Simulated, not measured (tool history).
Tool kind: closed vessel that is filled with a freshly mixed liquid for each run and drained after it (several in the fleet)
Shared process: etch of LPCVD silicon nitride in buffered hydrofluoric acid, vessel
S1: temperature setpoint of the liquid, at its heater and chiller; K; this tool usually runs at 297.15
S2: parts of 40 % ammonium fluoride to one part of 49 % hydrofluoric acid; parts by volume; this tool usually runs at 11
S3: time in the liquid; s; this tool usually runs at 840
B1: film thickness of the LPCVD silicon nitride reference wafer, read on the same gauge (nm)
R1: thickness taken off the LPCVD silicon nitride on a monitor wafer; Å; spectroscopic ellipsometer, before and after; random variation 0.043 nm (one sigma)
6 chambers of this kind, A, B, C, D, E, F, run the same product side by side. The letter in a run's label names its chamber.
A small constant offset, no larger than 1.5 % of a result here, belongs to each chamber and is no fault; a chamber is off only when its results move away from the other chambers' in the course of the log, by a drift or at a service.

{"run": "1D", "hour": 6.0, "S1": 297.15, "S2": 11, "S3": 840, "B1": 59.998, "R1": 127.76}
{"run": "2B", "hour": 10.8, "S1": 297.15, "S2": 11, "S3": 840, "B1": 60.008, "R1": 127.97}
{"run": "3E", "hour": 18.9, "S1": 297.15, "S2": 11, "S3": 840, "B1": 60.004, "R1": 128.04}
{"run": "4A", "hour": 23.1, "S1": 297.15, "S2": 11, "S3": 840, "B1": 59.984, "R1": 127.04}
{"hour": 25.6, "done": "chamber B: hydrofluoric acid flow meter replaced"}
{"run": "5F", "hour": 30.4, "S1": 297.15, "S2": 11, "S3": 840, "B1": 60.014, "R1": 126.31}
{"run": "6C", "hour": 34.9, "S1": 297.15, "S2": 11, "S3": 615, "B1": 60.007, "R1": 93.711}
{"run": "7A", "hour": 41.6, "S1": 297.15, "S2": 11, "S3": 615, "B1": 60.032, "R1": 93.137}
{"run": "8C", "hour": 49.5, "S1": 297.15, "S2": 11, "S3": 615, "B1": 60.015, "R1": 93.471}
{"run": "9B", "hour": 54.2, "S1": 297.15, "S2": 11, "S3": 615, "B1": 60.005, "R1": 93.36}
{"run": "10D", "hour": 62.4, "S1": 297.15, "S2": 11, "S3": 615, "B1": 59.996, "R1": 94.09}
{"run": "11F", "hour": 70.2, "S1": 297.15, "S2": 11, "S3": 615, "B1": 60.011, "R1": 92.11}
{"run": "12E", "hour": 79.4, "S1": 297.15, "S2": 11, "S3": 840, "B1": 60.025, "R1": 127.83}
{"run": "13E", "hour": 88.3, "S1": 297.15, "S2": 11, "S3": 840, "B1": 59.996, "R1": 127.25}
{"run": "14C", "hour": 97.0, "S1": 297.15, "S2": 11, "S3": 840, "B1": 59.998, "R1": 127.05}
{"run": "15B", "hour": 103.5, "S1": 297.15, "S2": 11, "S3": 840, "B1": 59.981, "R1": 128.08}
{"run": "16F", "hour": 110.1, "S1": 297.15, "S2": 11, "S3": 840, "B1": 59.988, "R1": 125.2}
{"run": "17D", "hour": 114.7, "S1": 297.15, "S2": 11, "S3": 840, "B1": 59.974, "R1": 128.04}
{"run": "18A", "hour": 122.5, "S1": 295.15, "S2": 11, "S3": 1200, "B1": 59.981, "R1": 163.27}
{"run": "19B", "hour": 129.7, "S1": 295.15, "S2": 11, "S3": 1200, "B1": 60.003, "R1": 162.71}
{"run": "20D", "hour": 137.1, "S1": 295.15, "S2": 11, "S3": 1200, "B1": 59.998, "R1": 162.78}
{"run": "21C", "hour": 142.4, "S1": 295.15, "S2": 11, "S3": 1200, "B1": 60.019, "R1": 162.58}
{"run": "22A", "hour": 149.5, "S1": 295.15, "S2": 11, "S3": 1200, "B1": 60.0, "R1": 163.8}
{"run": "23E", "hour": 157.4, "S1": 295.15, "S2": 11, "S3": 1200, "B1": 59.995, "R1": 162.97}
{"run": "24F", "hour": 162.2, "S1": 297.15, "S2": 11, "S3": 840, "B1": 59.984, "R1": 125.88}
{"run": "25D", "hour": 171.4, "S1": 297.15, "S2": 11, "S3": 840, "B1": 59.986, "R1": 125.42}
{"run": "26F", "hour": 180.5, "S1": 300.65, "S2": 7, "S3": 840, "B1": 60.002, "R1": 234.26}
{"run": "27C", "hour": 185.2, "S1": 300.65, "S2": 7, "S3": 840, "B1": 60.0, "R1": 237.03}
{"run": "28B", "hour": 193.2, "S1": 300.65, "S2": 7, "S3": 840, "B1": 60.004, "R1": 235.8}
{"run": "29E", "hour": 201.9, "S1": 300.65, "S2": 7, "S3": 840, "B1": 60.013, "R1": 236.59}
{"run": "30A", "hour": 207.9, "S1": 300.65, "S2": 7, "S3": 840, "B1": 60.009, "R1": 233.46}
{"run": "31A", "hour": 214.7, "S1": 300.65, "S2": 7, "S3": 840, "B1": 60.019, "R1": 234.12}
{"run": "32E", "hour": 219.6, "S1": 297.15, "S2": 11, "S3": 1035, "B1": 60.013, "R1": 156.61}
{"run": "33B", "hour": 226.7, "S1": 297.15, "S2": 11, "S3": 1035, "B1": 60.013, "R1": 156.88}
{"run": "34C", "hour": 231.5, "S1": 297.15, "S2": 11, "S3": 1035, "B1": 60.007, "R1": 156.82}
{"run": "35F", "hour": 241.1, "S1": 297.15, "S2": 11, "S3": 1035, "B1": 60.015, "R1": 155.21}
{"run": "36D", "hour": 245.3, "S1": 297.15, "S2": 11, "S3": 1035, "B1": 60.006, "R1": 153.46}
{"run": "37F", "hour": 252.7, "S1": 297.15, "S2": 11, "S3": 1035, "B1": 59.998, "R1": 154.59}
{"run": "38E", "hour": 259.0, "S1": 297.15, "S2": 11, "S3": 840, "B1": 60.017, "R1": 127.35}
{"run": "39B", "hour": 266.5, "S1": 297.15, "S2": 11, "S3": 840, "B1": 60.011, "R1": 128.02}
{"run": "40C", "hour": 271.6, "S1": 297.15, "S2": 11, "S3": 840, "B1": 60.004, "R1": 127.55}
{"run": "41D", "hour": 278.1, "S1": 297.15, "S2": 11, "S3": 840, "B1": 59.986, "R1": 124.09}
{"run": "42A", "hour": 287.0, "S1": 297.15, "S2": 11, "S3": 840, "B1": 59.98, "R1": 126.98}
{"run": "43D", "hour": 295.4, "S1": 297.15, "S2": 11, "S3": 840, "B1": 59.975, "R1": 123.46}

Predict what each chamber gives when all 6 of them run the settings below next.
{"run": "44A", "hour": 302.4, "S1": 297.15, "S2": 7, "S3": 840, "R1": "?"}
{"run": "44B", "hour": 302.4, "S1": 297.15, "S2": 7, "S3": 840, "R1": "?"}
{"run": "44C", "hour": 302.4, "S1": 297.15, "S2": 7, "S3": 840, "R1": "?"}
{"run": "44D", "hour": 302.4, "S1": 297.15, "S2": 7, "S3": 840, "R1": "?"}
{"run": "44E", "hour": 302.4, "S1": 297.15, "S2": 7, "S3": 840, "R1": "?"}
{"run": "44F", "hour": 302.4, "S1": 297.15, "S2": 7, "S3": 840, "R1": "?"}

run=44A R1=194.790
run=44B R1=195.400
run=44C R1=196.960
run=44D R1=190.510
run=44E R1=195.450
run=44F R1=195.170

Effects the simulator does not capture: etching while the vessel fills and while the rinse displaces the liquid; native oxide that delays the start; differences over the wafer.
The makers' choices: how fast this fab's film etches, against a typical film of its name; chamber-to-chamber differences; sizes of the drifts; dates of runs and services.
